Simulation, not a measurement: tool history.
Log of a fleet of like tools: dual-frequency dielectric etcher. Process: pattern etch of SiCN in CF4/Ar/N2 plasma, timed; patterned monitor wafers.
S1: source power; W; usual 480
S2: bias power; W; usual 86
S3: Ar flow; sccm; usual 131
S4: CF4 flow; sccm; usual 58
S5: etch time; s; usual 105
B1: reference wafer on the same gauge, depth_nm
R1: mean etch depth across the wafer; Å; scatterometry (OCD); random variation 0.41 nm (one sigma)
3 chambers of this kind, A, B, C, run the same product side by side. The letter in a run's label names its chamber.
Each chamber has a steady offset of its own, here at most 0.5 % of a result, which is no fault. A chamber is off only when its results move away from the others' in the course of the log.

run,hour,S1,S2,S3,S4,S5,B1,R1
1B,5.8,480,86,131,58,105,105.26,959.7
2A,13.1,480,86,131,58,105,105.26,949.44
# hour 20: chamber B: CF4 flow controller replaced
3C,20.3,480,86,131,58,105,105.3,948.43
4B,28.4,480,86,131,58,105,105.25,955.92
5A,35.1,480,86,131,58,105,105.31,953.94
6C,39.4,480,86,131,58,105,105.39,961.4
7C,43.5,480,86,131,58,105,105.28,964.65
8B,48.1,480,86,131,58,105,105.33,948.89
9A,53.8,480,86,131,58,105,105.15,949.44
10B,60.2,480,86,131,58,105,105.28,953.16
11C,65.6,480,86,131,58,105,105.3,960.74
12A,72.9,480,86,131,58,105,105.27,955.83
13B,79.3,480,86,131,58,105,105.24,955.65
14A,85.1,480,86,131,58,105,105.24,952.27
15C,89.3,480,86,131,58,105,105.35,981.69
16A,97,480,86,131,58,105,105.39,954.44
17B,102.3,480,86,131,58,105,105.34,953.88
18C,109.9,480,86,131,58,105,105.43,976.66
19A,117.3,480,86,131,58,105,105.36,949.51
20B,125.4,480,86,131,58,105,105.32,949.22
21C,133.7,480,86,131,58,105,105.32,975.17
22A,137.8,480,86,131,58,105,105.24,954.31
# hour 142.5: chamber B: wet clean of the chamber
23B,146.1,480,86,131,58,105,105.34,953.56

All 3 chambers run these settings next. Forecast each chamber's results:
24A,152.1,480,86,131,50,105,,?
24B,152.1,480,86,131,50,105,,?
24C,152.1,480,86,131,50,105,,?

run,R1
24A,933.56
24B,927.98
24C,964.47
